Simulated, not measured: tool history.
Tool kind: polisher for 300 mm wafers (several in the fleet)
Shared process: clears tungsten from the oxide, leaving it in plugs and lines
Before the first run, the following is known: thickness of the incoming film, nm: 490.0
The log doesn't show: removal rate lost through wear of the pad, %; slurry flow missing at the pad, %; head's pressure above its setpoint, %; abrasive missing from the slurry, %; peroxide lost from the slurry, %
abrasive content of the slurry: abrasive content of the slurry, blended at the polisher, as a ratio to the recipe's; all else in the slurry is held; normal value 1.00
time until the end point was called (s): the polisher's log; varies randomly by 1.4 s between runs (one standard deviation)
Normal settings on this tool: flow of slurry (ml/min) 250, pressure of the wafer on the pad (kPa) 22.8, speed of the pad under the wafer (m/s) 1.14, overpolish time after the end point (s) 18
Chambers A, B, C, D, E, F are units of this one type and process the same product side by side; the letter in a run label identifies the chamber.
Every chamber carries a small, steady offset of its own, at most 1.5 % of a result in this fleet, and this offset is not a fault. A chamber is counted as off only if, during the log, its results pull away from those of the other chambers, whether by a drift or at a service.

run,day,flow of slurry (ml/min),pressure of the wafer on the pad (kPa),speed of the pad under the wafer (m/s),abrasive content of the slurry,overpolish time after the end point (s),wafers polished on this pad,hours since the slurry nozzle was cleaned,hours since the head pressure was calibrated,hours since the slurry blender was calibrated,hours since the slurry got fresh peroxide,time until the end point was called (s)
# day 0.442: chamber A: slurry blender recalibrated
# day 0.475: chamber B: slurry tank refilled with fresh slurry and peroxide
1E,0.529,250,22.8,1.14,1.00,18,443,408.1,217.8,159.7,25.7,91.205
# day 0.754: chamber B: slurry blender recalibrated
2B,1.138,250,22.8,1.14,1.00,18,324,445.2,53.2,9.2,16.0,88.103
# day 1.250: chamber E: worn pad replaced by a new one
# day 1.479: chamber C: worn pad replaced by a new one
3A,1.500,250,22.8,1.14,1.00,18,624,66.1,375.5,25.4,91.3,88.130
# day 1.596: chamber D: worn pad replaced by a new one
# day 1.625: chamber F: slurry tank refilled with fresh slurry and peroxide
4F,1.958,250,22.8,1.14,1.00,18,789,283.4,171.5,156.9,8.1,87.927
# day 2.483: chamber A: slurry tank refilled with fresh slurry and peroxide
5C,2.629,250,22.8,1.14,1.00,18,149,182.4,249.9,350.1,127.1,89.970
6D,3.146,250,22.8,1.14,1.00,18,201,250.7,431.1,130.4,115.9,87.324
7E,3.604,250,22.8,1.14,1.00,18,305,481.9,291.6,233.5,99.5,88.049
# day 3.704: chamber E: slurry tank refilled with fresh slurry and peroxide
8F,4.054,250,22.8,1.14,1.00,18,1061,333.7,221.8,207.2,58.4,90.676
# day 4.200: chamber D: slurry blender recalibrated
9C,4.575,250,22.8,1.14,1.00,18,401,229.1,296.6,396.8,173.8,89.739
# day 4.888: chamber D: slurry tank refilled with fresh slurry and peroxide
10A,5.012,250,22.8,1.14,1.00,18,1080,150.4,459.8,109.7,60.8,89.407
# day 5.467: chamber F: worn pad replaced by a new one
11D,5.596,250,22.8,1.14,1.00,18,518,309.5,489.9,33.6,17.1,90.904
# day 5.929: chamber B: worn pad replaced by a new one
12B,6.104,250,22.8,1.14,1.00,18,23,564.4,172.4,128.4,135.2,86.362
# day 6.217: chamber E: worn pad replaced by a new one
# day 6.321: chamber F: slurry blender recalibrated
# day 6.383: chamber E: head pressure recalibrated
# day 6.479: chamber D: worn pad replaced by a new one
# day 6.625: chamber A: worn pad replaced by a new one
13D,6.679,250,22.8,1.14,1.00,18,26,335.5,515.9,59.6,43.1,88.819
# day 6.750: chamber D: slurry nozzle cleaned
14E,7.092,250,22.8,1.14,1.00,18,113,565.6,17.1,317.2,81.4,87.817
# day 7.279: chamber A: slurry tank refilled with fresh slurry and peroxide
# day 7.658: chamber F: slurry tank refilled with fresh slurry and peroxide
15F,7.754,250,22.8,1.14,1.00,18,296,422.5,310.6,34.5,2.4,89.593
# day 7.758: chamber B: slurry blender recalibrated
# day 7.796: chamber C: slurry blender recalibrated
16B,8.142,250,22.8,1.14,1.00,18,287,613.3,221.3,9.3,184.1,85.268
# day 8.354: chamber E: slurry tank refilled with fresh slurry and peroxide
# day 8.550: chamber B: slurry tank refilled with fresh slurry and peroxide
17C,8.562,250,22.8,1.14,1.00,18,918,324.8,392.3,18.4,269.5,93.576
# day 8.688: chamber C: worn pad replaced by a new one
# day 9.117: chamber E: slurry nozzle cleaned
18A,9.225,335,22.8,1.14,1.00,18,337,251.5,560.9,210.8,46.7,86.259
# day 9.783: chamber D: slurry blender recalibrated
19B,9.904,335,22.8,1.14,1.00,18,515,655.6,263.6,51.6,32.5,85.348
20F,10.208,335,22.8,1.14,1.00,18,614,481.4,369.5,93.4,61.3,88.438
# day 10.462: chamber E: worn pad replaced by a new one
21D,10.600,335,22.8,1.14,1.00,18,534,92.4,610.0,19.7,137.2,84.840
# day 10.871: chamber D: slurry tank refilled with fresh slurry and peroxide
# day 10.929: chamber B: slurry nozzle cleaned
# day 10.950: chamber D: worn pad replaced by a new one
22E,11.221,335,22.8,1.14,1.00,18,98,50.6,116.2,416.3,68.8,87.215
# day 11.254: chamber F: slurry nozzle cleaned
# day 11.542: chamber A: slurry tank refilled with fresh slurry and peroxide
23A,11.871,335,22.8,1.14,1.00,18,680,315.0,624.4,274.3,7.9,89.653
# day 12.375: chamber E: slurry blender recalibrated
# day 12.383: chamber E: slurry tank refilled with fresh slurry and peroxide
24C,12.521,250,22.8,1.14,1.00,18,497,419.8,487.3,113.4,364.5,95.846
# day 12.533: chamber C: head pressure recalibrated
# day 12.533: chamber F: slurry tank refilled with fresh slurry and peroxide
# day 12.704: chamber B: worn pad replaced by a new one
25B,13.017,250,22.8,1.14,1.00,18,40,50.1,338.3,126.3,107.2,88.972
26A,13.429,250,22.8,1.14,1.00,18,881,352.4,661.8,311.7,45.3,90.432
# day 13.496: chamber D: head pressure recalibrated
# day 13.938: chamber A: slurry blender recalibrated
# day 13.979: chamber B: head pressure recalibrated
27E,14.054,250,22.8,1.14,1.00,18,465,118.6,184.2,40.3,40.1,88.778
# day 14.108: chamber F: worn pad replaced by a new one
28D,14.629,250,22.8,1.14,1.00,18,476,189.1,27.3,116.4,90.2,88.752
# day 14.817: chamber D: slurry blender recalibrated
# day 14.912: chamber B: slurry blender recalibrated
# day 15.167: chamber E: worn pad replaced by a new one
29C,15.196,250,22.8,1.14,1.00,18,843,484.0,64.0,177.6,428.7,98.673
# day 15.221: chamber A: slurry tank refilled with fresh slurry and peroxide
30F,15.525,250,22.8,1.14,1.00,18,183,102.5,497.1,221.0,71.8,89.386
# day 15.642: chamber B: slurry tank refilled with fresh slurry and peroxide
# day 15.817: chamber C: worn pad replaced by a new one
# day 15.942: chamber A: worn pad replaced by a new one
31A,16.046,250,22.8,1.14,1.00,18,14,415.2,724.6,50.7,19.9,90.994
# day 16.246: chamber D: worn pad replaced by a new one
32B,16.662,250,22.8,1.14,1.00,18,513,137.6,64.5,42.0,24.5,88.591
# day 17.017: chamber D: slurry tank refilled with fresh slurry and peroxide
33E,17.088,250,22.8,1.14,1.00,18,249,191.4,257.0,113.1,112.9,86.183
# day 17.271: chamber E: slurry tank refilled with fresh slurry and peroxide
34F,17.488,250,22.8,1.14,1.00,18,438,149.6,544.2,268.1,118.9,89.848
# day 18.117: chamber F: slurry tank refilled with fresh slurry and peroxide
35D,18.146,250,22.8,1.14,1.00,18,246,273.5,111.7,80.0,27.2,85.753
36C,18.604,250,22.8,1.14,1.00,18,361,565.8,145.8,259.4,510.5,98.532
37A,19.154,250,22.8,1.14,1.00,18,416,489.8,799.2,125.3,94.5,86.554
38B,19.525,190,22.8,1.14,1.25,18,884,206.3,133.2,110.7,93.2,86.390
# day 19.654: chamber C: slurry nozzle cleaned
# day 19.983: chamber E: worn pad replaced by a new one
39D,20.075,190,22.8,1.14,1.25,18,496,319.8,158.0,126.3,73.5,84.810
40C,20.383,190,22.8,1.14,1.25,18,592,17.6,188.5,302.1,553.2,99.312
41E,20.788,190,22.8,1.14,1.25,18,104,280.2,345.8,201.9,84.5,86.537
# day 20.954: chamber F: slurry blender recalibrated
42F,21.275,190,22.8,1.14,1.25,18,929,240.5,635.1,7.8,75.9,89.940

Which is it: a chamber that has drifted or been left off by a service, a gauge drift common to all chambers, or only each chamber's usual small offset? If a chamber is off, name it and its likeliest cause.

It is chamber C that slowly wanders off from its peers.
Likeliest cause: peroxide lost from the slurry, % = 31.8.

Which of the 4 candidates below, each the usual settings with something changed and its results left as question marks, puts chamber C back in line with what the other chambers give on the usual settings?
A result is in line if it is within this distance of the other chambers' mean on the usual settings: time until the end point was called (s) 5.100
43C-1,21.758,250,22.8,1.10,1.00,18,,,,,,?
43C-2,21.758,250,21.4,1.06,1.00,18,,,,,,?
43C-3,21.758,250,23.4,1.14,1.00,18,,,,,,?
43C-4,21.758,250,24.1,1.22,1.00,18,,,,,,?

What the other chambers average on the usual settings: time until the end point was called (s) 89.250
run,time until the end point was called (s)
43C-1,107.540
43C-2,118.920
43C-3,100.660
43C-4,91.284
Change 43C-4 lands the chamber within the allowed miss of the other chambers.

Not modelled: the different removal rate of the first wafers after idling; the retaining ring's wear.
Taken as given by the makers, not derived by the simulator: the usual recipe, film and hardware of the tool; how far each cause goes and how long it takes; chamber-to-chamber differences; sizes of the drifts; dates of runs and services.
